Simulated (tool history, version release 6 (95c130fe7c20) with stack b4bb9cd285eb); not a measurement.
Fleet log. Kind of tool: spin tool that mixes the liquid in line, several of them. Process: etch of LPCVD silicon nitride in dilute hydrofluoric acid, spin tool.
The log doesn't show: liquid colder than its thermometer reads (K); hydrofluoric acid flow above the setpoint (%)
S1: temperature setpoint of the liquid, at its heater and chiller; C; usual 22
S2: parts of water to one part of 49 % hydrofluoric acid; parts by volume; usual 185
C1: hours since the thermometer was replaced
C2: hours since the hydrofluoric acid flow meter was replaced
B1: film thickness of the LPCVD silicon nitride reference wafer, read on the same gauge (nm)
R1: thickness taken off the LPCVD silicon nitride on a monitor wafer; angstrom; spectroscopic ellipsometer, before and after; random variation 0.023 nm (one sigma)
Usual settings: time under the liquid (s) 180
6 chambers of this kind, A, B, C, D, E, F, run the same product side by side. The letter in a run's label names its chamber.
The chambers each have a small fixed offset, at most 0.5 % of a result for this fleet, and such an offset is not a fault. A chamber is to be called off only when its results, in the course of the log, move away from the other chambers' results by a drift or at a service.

{"run": "1E", "hour": 6.8, "S1": 22, "S2": 185, "time under the liquid (s)": 180, "C1": 1249.8, "C2": 1216.6, "B1": 119.98, "R1": 4.1967}
{"run": "2D", "hour": 20.7, "S1": 22, "S2": 185, "time under the liquid (s)": 180, "C1": 33.7, "C2": 887.4, "B1": 120.02, "R1": 4.2595}
{"run": "3B", "hour": 34.6, "S1": 22, "S2": 185, "time under the liquid (s)": 180, "C1": 78.6, "C2": 73.7, "B1": 119.98, "R1": 4.3765}
{"run": "4C", "hour": 49.3, "S1": 22, "S2": 185, "time under the liquid (s)": 180, "C1": 662.1, "C2": 1185.4, "B1": 120.01, "R1": 3.7517}
{"run": "5A", "hour": 57.2, "S1": 22, "S2": 185, "time under the liquid (s)": 180, "C1": 495.2, "C2": 768.8, "B1": 120.01, "R1": 3.929}
{"run": "6F", "hour": 64.1, "S1": 22, "S2": 185, "time under the liquid (s)": 180, "C1": 1116.2, "C2": 629.1, "B1": 120.03, "R1": 4.2811}
{"run": "7B", "hour": 72.0, "S1": 22, "S2": 185, "time under the liquid (s)": 180, "C1": 116.0, "C2": 111.1, "B1": 120.01, "R1": 3.8051}
{"run": "8E", "hour": 81.7, "S1": 22, "S2": 185, "time under the liquid (s)": 180, "C1": 1324.7, "C2": 1291.5, "B1": 120.0, "R1": 4.1946}
{"hour": 83.8, "done": "chamber D: hydrofluoric acid flow meter replaced"}
{"run": "9C", "hour": 88.5, "S1": 22, "S2": 185, "time under the liquid (s)": 180, "C1": 701.3, "C2": 1224.6, "B1": 120.0, "R1": 4.3858}
{"run": "10D", "hour": 96.9, "S1": 22, "S2": 185, "time under the liquid (s)": 180, "C1": 109.9, "C2": 13.2, "B1": 119.98, "R1": 4.4156}
{"hour": 109.4, "done": "chamber E: hydrofluoric acid flow meter replaced"}
{"run": "11A", "hour": 110.2, "S1": 22, "S2": 185, "time under the liquid (s)": 180, "C1": 548.2, "C2": 821.8, "B1": 120.0, "R1": 4.4986}
{"run": "12F", "hour": 122.9, "S1": 22, "S2": 185, "time under the liquid (s)": 180, "C1": 1175.0, "C2": 687.9, "B1": 120.01, "R1": 4.4908}
{"run": "13F", "hour": 132.5, "S1": 22, "S2": 185, "time under the liquid (s)": 180, "C1": 1184.6, "C2": 697.5, "B1": 119.99, "R1": 4.0097}
{"run": "14C", "hour": 142.6, "S1": 22, "S2": 185, "time under the liquid (s)": 180, "C1": 755.4, "C2": 1278.7, "B1": 119.96, "R1": 4.2529}
{"run": "15D", "hour": 151.2, "S1": 22, "S2": 185, "time under the liquid (s)": 180, "C1": 164.2, "C2": 67.5, "B1": 119.99, "R1": 4.2754}
{"hour": 155.6, "done": "chamber A: thermometer replaced"}
{"run": "16B", "hour": 163.7, "S1": 22, "S2": 185, "time under the liquid (s)": 180, "C1": 207.7, "C2": 202.8, "B1": 120.0, "R1": 4.0999}
{"run": "17E", "hour": 170.3, "S1": 22, "S2": 185, "time under the liquid (s)": 180, "C1": 1413.3, "C2": 61.0, "B1": 120.04, "R1": 4.3643}
{"run": "18A", "hour": 180.3, "S1": 22, "S2": 185, "time under the liquid (s)": 180, "C1": 24.8, "C2": 891.9, "B1": 120.0, "R1": 3.9449}
{"run": "19B", "hour": 188.6, "S1": 22, "S2": 185, "time under the liquid (s)": 180, "C1": 232.6, "C2": 227.7, "B1": 120.02, "R1": 4.2661}
{"run": "20F", "hour": 195.1, "S1": 22, "S2": 145, "time under the liquid (s)": 180, "C1": 1247.2, "C2": 760.1, "B1": 120.01, "R1": 5.2753}
{"run": "21C", "hour": 206.0, "S1": 22, "S2": 145, "time under the liquid (s)": 180, "C1": 818.8, "C2": 1342.1, "B1": 120.0, "R1": 5.4554}
{"run": "22A", "hour": 216.0, "S1": 22, "S2": 145, "time under the liquid (s)": 180, "C1": 60.5, "C2": 927.6, "B1": 119.97, "R1": 6.1284}
{"run": "23E", "hour": 223.9, "S1": 22, "S2": 145, "time under the liquid (s)": 180, "C1": 1466.9, "C2": 114.6, "B1": 119.95, "R1": 5.4328}
{"run": "24D", "hour": 234.7, "S1": 22, "S2": 145, "time under the liquid (s)": 180, "C1": 247.7, "C2": 151.0, "B1": 119.99, "R1": 4.9392}
{"run": "25A", "hour": 244.7, "S1": 22, "S2": 145, "time under the liquid (s)": 180, "C1": 89.2, "C2": 956.3, "B1": 119.99, "R1": 5.1505}
{"run": "26B", "hour": 252.7, "S1": 22, "S2": 185, "time under the liquid (s)": 180, "C1": 296.7, "C2": 291.8, "B1": 120.01, "R1": 3.7201}
{"run": "27C", "hour": 264.5, "S1": 22, "S2": 185, "time under the liquid (s)": 180, "C1": 877.3, "C2": 1400.6, "B1": 119.99, "R1": 4.1812}
{"run": "28D", "hour": 275.6, "S1": 22, "S2": 185, "time under the liquid (s)": 180, "C1": 288.6, "C2": 191.9, "B1": 120.02, "R1": 4.4819}
{"run": "29F", "hour": 287.7, "S1": 22, "S2": 185, "time under the liquid (s)": 180, "C1": 1339.8, "C2": 852.7, "B1": 120.0, "R1": 4.4818}
{"run": "30E", "hour": 296.8, "S1": 22, "S2": 265, "time under the liquid (s)": 260, "C1": 1539.8, "C2": 187.5, "B1": 119.99, "R1": 4.6627}
{"run": "31C", "hour": 303.4, "S1": 22, "S2": 265, "time under the liquid (s)": 260, "C1": 916.2, "C2": 1439.5, "B1": 119.97, "R1": 3.8549}
{"run": "32B", "hour": 314.5, "S1": 22, "S2": 265, "time under the liquid (s)": 260, "C1": 358.5, "C2": 353.6, "B1": 120.03, "R1": 3.8415}
{"run": "33D", "hour": 321.6, "S1": 22, "S2": 265, "time under the liquid (s)": 260, "C1": 334.6, "C2": 237.9, "B1": 120.0, "R1": 4.3577}
{"run": "34F", "hour": 333.5, "S1": 22, "S2": 265, "time under the liquid (s)": 260, "C1": 1385.6, "C2": 898.5, "B1": 119.98, "R1": 4.1408}
{"run": "35E", "hour": 342.8, "S1": 22, "S2": 265, "time under the liquid (s)": 260, "C1": 1585.8, "C2": 233.5, "B1": 120.02, "R1": 4.5472}
{"run": "36A", "hour": 354.3, "S1": 22, "S2": 185, "time under the liquid (s)": 180, "C1": 198.8, "C2": 1065.9, "B1": 120.02, "R1": 3.9318}
{"run": "37A", "hour": 367.4, "S1": 22, "S2": 185, "time under the liquid (s)": 180, "C1": 211.9, "C2": 1079.0, "B1": 119.98, "R1": 4.4328}
{"run": "38B", "hour": 379.5, "S1": 22, "S2": 185, "time under the liquid (s)": 180, "C1": 423.5, "C2": 418.6, "B1": 119.99, "R1": 3.9168}

Next, all 6 chambers run the settings below, one line each with question marks for the results. What does each chamber give?
{"run": "39A", "hour": 390.1, "S1": 22, "S2": 185, "time under the liquid (s)": 235, "R1": "?"}
{"run": "39B", "hour": 390.1, "S1": 22, "S2": 185, "time under the liquid (s)": 235, "R1": "?"}
{"run": "39C", "hour": 390.1, "S1": 22, "S2": 185, "time under the liquid (s)": 235, "R1": "?"}
{"run": "39D", "hour": 390.1, "S1": 22, "S2": 185, "time under the liquid (s)": 235, "R1": "?"}
{"run": "39E", "hour": 390.1, "S1": 22, "S2": 185, "time under the liquid (s)": 235, "R1": "?"}
{"run": "39F", "hour": 390.1, "S1": 22, "S2": 185, "time under the liquid (s)": 235, "R1": "?"}

run=39A R1=5.3986
run=39B R1=5.2512
run=39C R1=5.1760
run=39D R1=5.1584
run=39E R1=5.2322
run=39F R1=5.4563
